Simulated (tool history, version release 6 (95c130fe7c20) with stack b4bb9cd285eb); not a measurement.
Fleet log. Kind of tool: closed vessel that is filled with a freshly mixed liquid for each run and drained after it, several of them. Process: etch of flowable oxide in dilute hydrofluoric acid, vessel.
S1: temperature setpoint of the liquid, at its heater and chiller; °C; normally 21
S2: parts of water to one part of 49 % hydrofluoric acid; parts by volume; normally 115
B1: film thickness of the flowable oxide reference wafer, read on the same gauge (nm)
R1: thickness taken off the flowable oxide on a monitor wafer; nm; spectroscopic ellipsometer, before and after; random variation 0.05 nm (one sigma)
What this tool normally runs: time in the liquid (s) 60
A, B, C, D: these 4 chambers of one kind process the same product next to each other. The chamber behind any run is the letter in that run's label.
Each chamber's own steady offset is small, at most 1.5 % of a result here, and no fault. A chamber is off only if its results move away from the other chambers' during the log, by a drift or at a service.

Run 1A, day 0.304: usual settings; B1 150.01. Result: R1 14.712 nm.
Run 2C, day 0.696: usual settings; B1 150.03. Result: R1 14.875 nm.
Run 3D, day 0.942: usual settings; B1 150. Result: R1 14.844 nm.
Run 4B, day 1.329: usual settings; B1 150. Result: R1 14.859 nm.
Run 5C, day 1.517: usual settings; B1 149.97. Result: R1 14.985 nm.
Run 6A, day 1.908: usual settings; B1 149.98. Result: R1 14.668 nm.
Run 7B, day 2.238: usual settings; B1 150.01. Result: R1 14.747 nm.
Run 8D, day 2.558: usual settings; B1 150. Result: R1 14.798 nm.
Run 9D, day 2.929: usual settings; B1 150.03. Result: R1 14.913 nm.
Run 10A, day 3.288: usual settings; B1 150.03. Result: R1 14.758 nm.
Run 11B, day 3.654: usual settings but S1 17 °C, time in the liquid (s) 85; B1 149.99. Result: R1 17.834 nm.
Run 12C, day 3.938: usual settings but S1 17 °C, time in the liquid (s) 85; B1 150. Result: R1 17.883 nm.
Run 13C, day 4.229: usual settings but S1 17 °C, time in the liquid (s) 85; B1 150.03. Result: R1 18.001 nm.
Run 14D, day 4.629: usual settings but S1 17 °C, time in the liquid (s) 85; B1 150.02. Result: R1 17.822 nm.
Run 15A, day 4.842: usual settings; B1 150. Result: R1 14.71 nm.
Run 16B, day 5.079: usual settings but S1 18 °C, time in the liquid (s) 90; B1 149.98. Result: R1 19.788 nm.
Run 17A, day 5.304: usual settings but S1 18 °C, time in the liquid (s) 90; B1 149.97. Result: R1 19.484 nm.
Run 18B, day 5.483: usual settings but S1 18 °C, time in the liquid (s) 90; B1 149.98. Result: R1 19.656 nm.
Run 19D, day 5.746: usual settings but S1 18 °C, time in the liquid (s) 90; B1 149.99. Result: R1 19.562 nm.
Run 20C, day 6.133: usual settings; B1 150.02. Result: R1 14.895 nm.
Run 21B, day 6.475: usual settings; B1 150.02. Result: R1 14.751 nm.
Run 22A, day 6.85: usual settings; B1 150.02. Result: R1 14.623 nm.
Run 23C, day 7.033: usual settings; B1 150. Result: R1 14.952 nm.
Run 24D, day 7.388: usual settings; B1 149.99. Result: R1 14.643 nm.
Run 25C, day 7.608: usual settings; B1 149.95. Result: R1 15.034 nm.
Run 26B, day 7.871: usual settings but S2 155 parts by volume; B1 150. Result: R1 10.505 nm.
At day 8.05: chamber D: hydrofluoric acid flow meter replaced.
Run 27D, day 8.183: usual settings but S2 155 parts by volume; B1 149.95. Result: R1 10.311 nm.
Run 28A, day 8.575: usual settings but S2 155 parts by volume; B1 150.01. Result: R1 10.472 nm.
Run 29B, day 8.754: usual settings but S2 155 parts by volume; B1 150.04. Result: R1 10.503 nm.
Run 30D, day 8.95: usual settings; B1 149.98. Result: R1 14.447 nm.
Run 31A, day 9.321: usual settings; B1 150. Result: R1 14.694 nm.
Run 32C, day 9.562: usual settings but S2 60 parts by volume; B1 150.05. Result: R1 30.82 nm.
Run 33A, day 9.942: usual settings but S2 60 parts by volume; B1 149.98. Result: R1 29.86 nm.
Run 34B, day 10.333: usual settings but S2 60 parts by volume; B1 150.02. Result: R1 30.472 nm.
Run 35C, day 10.55: usual settings but S2 60 parts by volume; B1 150.02. Result: R1 30.698 nm.
Run 36D, day 10.775: usual settings but time in the liquid (s) 30; B1 149.97. Result: R1 7.2018 nm.
Run 37A, day 11.096: usual settings but time in the liquid (s) 30; B1 150.02. Result: R1 7.3202 nm.
Run 38D, day 11.396: usual settings but time in the liquid (s) 30; B1 149.98. Result: R1 7.167 nm.
Run 39C, day 11.596: usual settings but time in the liquid (s) 30; B1 149.98. Result: R1 7.4668 nm.
Run 40B, day 11.783: usual settings; B1 150.03. Result: R1 14.816 nm.
Run 41C, day 12.038: usual settings; B1 150.02. Result: R1 14.844 nm.

Each of the 4 chambers runs these same settings next. Fill in every chamber's results:
Run 42A, day 12.329: usual settings but time in the liquid (s) 45. Result: R1 ?.
Run 42B, day 12.329: usual settings but time in the liquid (s) 45. Result: R1 ?.
Run 42C, day 12.329: usual settings but time in the liquid (s) 45. Result: R1 ?.
Run 42D, day 12.329: usual settings but time in the liquid (s) 45. Result: R1 ?.

run      R1
42A   11.05
42B  11.132
42C  11.216
42D  10.677
